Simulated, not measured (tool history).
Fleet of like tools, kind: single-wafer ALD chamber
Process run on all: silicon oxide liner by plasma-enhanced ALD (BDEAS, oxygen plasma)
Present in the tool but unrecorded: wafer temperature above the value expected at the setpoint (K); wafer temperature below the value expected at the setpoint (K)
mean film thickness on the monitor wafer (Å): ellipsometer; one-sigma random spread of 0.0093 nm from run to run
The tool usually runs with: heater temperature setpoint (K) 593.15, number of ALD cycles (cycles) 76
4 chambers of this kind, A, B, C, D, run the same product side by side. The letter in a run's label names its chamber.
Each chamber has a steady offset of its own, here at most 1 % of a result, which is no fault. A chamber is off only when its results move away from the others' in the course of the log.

run   hour  heater temperature setpoint (K)  number of ALD cycles (cycles)  hours since the last thermocouple change  read-back reference wafer on the same gauge, thickness_nm  mean film thickness on the monitor wafer (Å)
 1A   11.5                           593.15                             76                                       848                                                     5.9612                                        68.477
      17.6  -- chamber B: thermocouple changed; heater temperature recalibrated
 2B   19.4                           593.15                             76                                       1.8                                                     5.9643                                        68.683
 3D   26.8                           593.15                             76                                    1387.5                                                     5.9636                                        69.387
 4C   35.5                           593.15                             76                                     882.9                                                     5.9662                                        68.542
 5A   46.3                           593.15                             76                                     882.8                                                     5.9678                                        68.689
 6C   57.2                           593.15                             76                                     904.6                                                     5.9695                                        68.526
 7D   64.5                           593.15                             76                                    1425.2                                                     5.9697                                        69.539
 8B   73.2                           601.15                             86                                      55.6                                                     5.9715                                        76.841
 9A   79.5                           601.15                             86                                       916                                                     5.9689                                        76.695
10D   89.9                           601.15                             86                                    1450.6                                                     5.9743                                        77.689
11C  101.6                           601.15                             86                                       949                                                     5.9764                                        76.824
12B  109.9                           593.15                             76                                      92.3                                                     5.9759                                        68.624
13C  116.5                           593.15                             76                                     963.9                                                     5.9779                                        68.769
14D  122.3                           584.15                             86                                      1483                                                      5.978                                        79.629
15A  127.8                           584.15                             86                                     964.3                                                     5.9807                                         78.87
16B  138.8                           584.15                             86                                     121.2                                                     5.9803                                         78.82
17B  149.7                           584.15                             86                                     132.1                                                     5.9844                                        78.812
18C  154.9                           593.15                             76                                    1002.3                                                     5.9819                                        68.672
19A  163.2                           593.15                             76                                     999.7                                                     5.9824                                        68.901
20D    171                           593.15                             76                                    1531.7                                                     5.9851                                        69.648
21C    181                           593.15                             76                                    1028.4                                                     5.9869                                        68.862
22A  191.9                           602.15                             61                                    1028.4                                                     5.9895                                        54.595
23B  203.3                           602.15                             61                                     185.7                                                      5.989                                        54.621
24D  211.6                           602.15                             61                                    1572.3                                                      5.993                                        55.178

Next, all 4 chambers run the settings below, one line each with question marks for the results. What does each chamber give?
25A  220.1                           593.15                             90                                                                                                                                                  ?
25B  220.1                           593.15                             90                                                                                                                                                  ?
25C  220.1                           593.15                             90                                                                                                                                                  ?
25D  220.1                           593.15                             90                                                                                                                                                  ?

run  mean film thickness on the monitor wafer (Å)
25A                                        81.395
25B                                        81.564
25C                                        81.671
25D                                        82.694

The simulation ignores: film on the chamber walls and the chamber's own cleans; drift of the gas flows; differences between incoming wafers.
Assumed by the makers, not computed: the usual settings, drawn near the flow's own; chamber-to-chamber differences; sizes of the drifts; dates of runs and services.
